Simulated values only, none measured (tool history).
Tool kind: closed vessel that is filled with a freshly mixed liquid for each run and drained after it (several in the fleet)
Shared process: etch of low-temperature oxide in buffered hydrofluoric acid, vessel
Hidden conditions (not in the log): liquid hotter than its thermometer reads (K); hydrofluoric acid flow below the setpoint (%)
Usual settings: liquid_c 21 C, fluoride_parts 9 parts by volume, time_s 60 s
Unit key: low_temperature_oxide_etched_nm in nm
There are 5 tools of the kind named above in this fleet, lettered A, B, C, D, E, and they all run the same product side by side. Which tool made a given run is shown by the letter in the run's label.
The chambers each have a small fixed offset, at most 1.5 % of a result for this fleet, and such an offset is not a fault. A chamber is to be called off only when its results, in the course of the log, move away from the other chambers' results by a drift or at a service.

run,hour,liquid_c,fluoride_parts,time_s,hours since the thermometer was replaced,hours since the hydrofluoric acid flow meter was replaced,"read-back film thickness of the low-temperature oxide reference wafer, read on the same gauge (nm)",low_temperature_oxide_etched_nm
1A,11.4,21,9,60,399,166,50.005,144.29
2D,24.4,21,9,60,2286,1148.1,49.979,140.66
# hour 30.2: chamber B: thermometer replaced
3C,32.1,21,9,60,596.3,1011.3,49.986,146.47
4B,43,21,9,60,12.8,1003.8,49.981,140.27
5E,57.2,21,9,60,2065.4,114.4,49.989,143.05
6B,69.6,21,9,60,39.4,1030.4,50.01,142.13
7E,82.9,21,9,60,2091.1,140.1,49.969,144.16
8C,91.7,21,9,60,655.9,1070.9,50.005,144.9
9A,105.1,21,7,60,492.7,259.7,49.987,193.2
10D,114.9,21,7,60,2376.5,1238.6,50.013,184.69
11D,124.7,21,7,60,2386.3,1248.4,49.995,187.85
12C,139.4,21,7,60,703.6,1118.6,50.008,190.93
13B,146,21,7,60,115.8,1106.8,49.981,188.82
14E,154.7,21,9,45,2162.9,211.9,49.986,106.89
15A,167,21,9,45,554.6,321.6,50.008,109.09
16A,178.2,21,9,45,565.8,332.8,50.004,109.54
17D,190.3,21,9,45,2451.9,1314,50.009,106.59
18C,205.2,21,9,45,769.4,1184.4,50.005,107.05
19E,220.1,21,9,60,2228.3,277.3,49.994,144.04
20B,234.9,21,9,60,204.7,1195.7,49.981,144.37
21B,247.2,21,12,60,217,1208,50.022,110.71
22A,256.9,21,12,60,644.5,411.5,49.997,112.71
23C,269.6,21,12,60,833.8,1248.8,49.991,114.03
24E,276.3,21,12,60,2284.5,333.5,50.02,113.05
25D,291.4,21,12,60,2553,1415.1,50.01,110.26
26D,303.5,21,9,60,2565.1,1427.2,50.007,145.22
27B,311.9,21,9,60,281.7,1272.7,49.994,143.02
28E,323.7,21,9,60,2331.9,380.9,49.987,144.78
# hour 329: chamber A: thermometer replaced
29A,335.9,17,9,60,6.9,490.5,49.989,116.47
30C,350.1,17,9,60,914.3,1329.3,49.998,120.99
31D,357.4,17,9,60,2619,1481.1,49.996,113.05
32E,364.8,17,9,60,2373,422,50.009,116.6
33C,375.6,17,9,60,939.8,1354.8,50.013,121.56
34B,385.6,21,9,60,355.4,1346.4,49.997,140.88
35A,394.9,21,9,60,65.9,549.5,49.995,146.18
# hour 398.5: chamber E: hydrofluoric acid flow meter replaced
36B,404.8,21,9,60,374.6,1365.6,49.993,142.58
37E,413.5,21,9,60,2421.7,15,50.005,143.87
38A,424.5,21,9,60,95.5,579.1,49.992,143.8
39C,435,21,9,60,999.2,1414.2,50.024,158.36
40D,444,21,9,60,2705.6,1567.7,49.995,142.78
41B,454.8,21,9,30,424.6,1415.6,49.994,70.91

Which is it: a chamber that has drifted or been left off by a service, a gauge drift common to all chambers, or only each chamber's usual small offset? If a chamber is off, name it and its likeliest cause.

It is chamber C that slowly wanders off from its peers.
Likeliest cause: liquid hotter than its thermometer reads (K) = 1.79.
The log might look much the same if the cause were instead: hydrofluoric acid flow above the setpoint (%).

Below are 4 candidate recipes for chamber C's next run, each the usual settings with a change, their results shown as question marks. Which of them brings C's results back in line with what the other chambers give on the usual settings?
Counts as in line when no further than this from what the other chambers average on the usual settings: low_temperature_oxide_etched_nm 4.7 nm
42C-1,465.7,21.5,9,60,,,,?
42C-2,465.7,21,9,65,,,,?
42C-3,465.7,21,9,55,,,,?
42C-4,465.7,20.5,9,60,,,,?

The other chambers' mean on the usual settings: low_temperature_oxide_etched_nm 143.99 nm
run,low_temperature_oxide_etched_nm
42C-1,161.56
42C-2,170.19
42C-3,144.01
42C-4,152.75
It is 42C-3 that realigns the chamber with its peers.
